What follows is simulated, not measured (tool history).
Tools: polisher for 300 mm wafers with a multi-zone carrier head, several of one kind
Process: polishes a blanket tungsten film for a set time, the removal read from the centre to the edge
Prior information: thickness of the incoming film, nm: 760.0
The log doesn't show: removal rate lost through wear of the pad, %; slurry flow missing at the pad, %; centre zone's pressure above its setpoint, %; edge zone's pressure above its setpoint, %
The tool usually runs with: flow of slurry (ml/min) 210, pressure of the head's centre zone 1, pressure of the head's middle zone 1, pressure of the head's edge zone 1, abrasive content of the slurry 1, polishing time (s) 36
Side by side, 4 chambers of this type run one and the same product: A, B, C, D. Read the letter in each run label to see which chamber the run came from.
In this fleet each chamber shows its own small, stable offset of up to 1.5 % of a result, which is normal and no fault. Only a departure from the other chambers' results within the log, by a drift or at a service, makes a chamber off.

| run | hour | flow of slurry (ml/min) | pressure of the head's centre zone | pressure of the head's middle zone | pressure of the head's edge zone | abrasive content of the slurry | polishing time (s) | wafers polished on this pad | hours since the slurry nozzle was cleaned | hours since the centre zone pressure was calibrated | hours since the edge zone pressure was calibrated | film removed at the wafer's centre (Å) | film removed at mid-radius (Å) | film removed at the wafer's edge (Å) |
|---|---|---|---|---|---|---|---|---|---|---|---|---|---|---|
| 1D | 11.6 | 210 | 1 | 1 | 1 | 1 | 36 | 278 | 191.5 | 63.5 | 899.4 | 3308.7 | 3189.1 | 3110.2 |
| 2C | 22.1 | 210 | 1 | 1 | 1 | 1 | 36 | 652 | 270 | 780.7 | 157.9 | 3122.2 | 3098.8 | 3158.8 |
|  | 29.2 | chamber D: slurry nozzle cleaned |
|  | 32.3 | chamber B: worn pad replaced by a new one |
| 3B | 33.1 | 210 | 1 | 1 | 1 | 1 | 36 | 6 | 120.3 | 262.2 | 460.7 | 3206 | 3105.2 | 3148.7 |
|  | 39.6 | chamber A: worn pad replaced by a new one |
| 4A | 41.6 | 210 | 1 | 1 | 1 | 1 | 36 | 16 | 194.5 | 98.8 | 172.9 | 3075.9 | 3151 | 3109.7 |
|  | 54.3 | chamber A: slurry nozzle cleaned |
|  | 55 | chamber D: worn pad replaced by a new one |
| 5D | 56.9 | 210 | 1 | 1 | 1 | 1 | 36 | 16 | 27.7 | 108.8 | 944.7 | 3137.9 | 3165.6 | 3216.7 |
| 6B | 64.9 | 210 | 1 | 1 | 1 | 1 | 36 | 269 | 152.1 | 294 | 492.5 | 3224.5 | 3068.8 | 3134.5 |
| 7C | 79.2 | 210 | 1 | 1 | 1 | 1 | 41 | 1123 | 327.1 | 837.8 | 215 | 3643.2 | 3554.2 | 3534.3 |
| 8A | 93.2 | 210 | 1 | 1 | 1 | 1 | 41 | 442 | 38.9 | 150.4 | 224.5 | 3491.9 | 3527.5 | 3541.7 |
| 9C | 101.6 | 210 | 1 | 1 | 1 | 1 | 41 | 1308 | 349.5 | 860.2 | 237.4 | 3695.5 | 3563 | 3567.7 |
| 10D | 108.8 | 210 | 1 | 1 | 1 | 1 | 41 | 444 | 79.6 | 160.7 | 996.6 | 3610.5 | 3589 | 3578.5 |
| 11A | 122.5 | 210 | 1 | 1 | 1 | 1 | 36 | 684 | 68.2 | 179.7 | 253.8 | 3126.8 | 3123.8 | 3117.1 |
|  | 129 | chamber D: worn pad replaced by a new one |
| 12B | 131.6 | 210 | 1 | 1 | 0.91 | 1 | 36 | 819 | 218.8 | 360.7 | 559.2 | 3125.2 | 3103.3 | 2993.3 |
| 13A | 141.8 | 210 | 1 | 1 | 0.91 | 1 | 36 | 844 | 87.5 | 199 | 273.1 | 3120.9 | 3115 | 2977.6 |
| 14B | 148.7 | 210 | 1 | 1 | 0.91 | 1 | 36 | 960 | 235.9 | 377.8 | 576.3 | 3169.2 | 3090.8 | 2956.9 |
| 15C | 162.9 | 210 | 1 | 1 | 0.91 | 1 | 36 | 1814 | 410.8 | 921.5 | 298.7 | 3082.7 | 3029.8 | 2966.5 |
| 16D | 169.7 | 210 | 1 | 1 | 1 | 1 | 36 | 336 | 140.5 | 221.6 | 1057.5 | 3147.7 | 3167.8 | 3085.6 |
| 17C | 179.2 | 210 | 1 | 1 | 1 | 1 | 36 | 1949 | 427.1 | 937.8 | 315 | 3069.9 | 2974.1 | 3033.3 |
|  | 180.3 | chamber A: worn pad replaced by a new one |
| 18D | 191.4 | 210 | 1 | 1 | 1 | 1 | 36 | 515 | 162.2 | 243.3 | 1079.2 | 3069.8 | 3174.8 | 3156.1 |
| 19B | 204.7 | 210 | 1 | 1 | 1 | 1 | 36 | 1423 | 291.9 | 433.8 | 632.3 | 3215.4 | 3109.8 | 3191.6 |
| 20A | 220.1 | 210 | 1 | 1 | 1 | 1 | 36 | 329 | 165.8 | 277.3 | 351.4 | 3162.5 | 3139.9 | 3165.2 |
|  | 224.2 | chamber B: edge zone pressure recalibrated |
|  | 226.8 | chamber D: worn pad replaced by a new one |
| 21B | 228.5 | 210 | 1 | 0.91 | 1 | 1 | 36 | 1619 | 315.7 | 457.6 | 4.3 | 3113.8 | 2852 | 3054.7 |
| 22A | 240.8 | 210 | 1 | 0.91 | 1 | 1 | 36 | 499 | 186.5 | 298 | 372.1 | 3083.3 | 2867.7 | 3146.3 |
| 23C | 248.4 | 210 | 1 | 0.91 | 1 | 1 | 36 | 2520 | 496.3 | 1007 | 384.2 | 2924.6 | 2612.6 | 2865 |
| 24D | 258.2 | 210 | 1 | 0.91 | 1 | 1 | 36 | 259 | 229 | 310.1 | 1146 | 3104.1 | 2900.2 | 3131.9 |
|  | 266.2 | chamber D: slurry nozzle cleaned |
| 25A | 268.5 | 210 | 1 | 1 | 1 | 1 | 36 | 728 | 214.2 | 325.7 | 399.8 | 3126.8 | 3117.1 | 3174.9 |
| 26C | 276.8 | 210 | 1 | 1 | 1 | 1 | 36 | 2754 | 524.7 | 1035.4 | 412.6 | 2799.6 | 2778.1 | 2796.9 |
| 27D | 289.5 | 210 | 1 | 1 | 1 | 1 | 36 | 517 | 23.3 | 341.4 | 1177.3 | 3150.2 | 3108 | 3202.2 |

Next, every chamber runs the same settings. What will each give?
| 28A | 300.8 | 210 | 1 | 1 | 1 | 0.7 | 36 |  |  |  |  | ? | ? | ? |
| 28B | 300.8 | 210 | 1 | 1 | 1 | 0.7 | 36 |  |  |  |  | ? | ? | ? |
| 28C | 300.8 | 210 | 1 | 1 | 1 | 0.7 | 36 |  |  |  |  | ? | ? | ? |
| 28D | 300.8 | 210 | 1 | 1 | 1 | 0.7 | 36 |  |  |  |  | ? | ? | ? |

| run | film removed at the wafer's centre (Å) | film removed at mid-radius (Å) | film removed at the wafer's edge (Å) |
|---|---|---|---|
| 28A | 2897.4 | 2917.1 | 2861.4 |
| 28B | 2875.2 | 2868.1 | 2868.4 |
| 28C | 2529.5 | 2503.7 | 2502.4 |
| 28D | 2863.7 | 2910.8 | 2929.6 |

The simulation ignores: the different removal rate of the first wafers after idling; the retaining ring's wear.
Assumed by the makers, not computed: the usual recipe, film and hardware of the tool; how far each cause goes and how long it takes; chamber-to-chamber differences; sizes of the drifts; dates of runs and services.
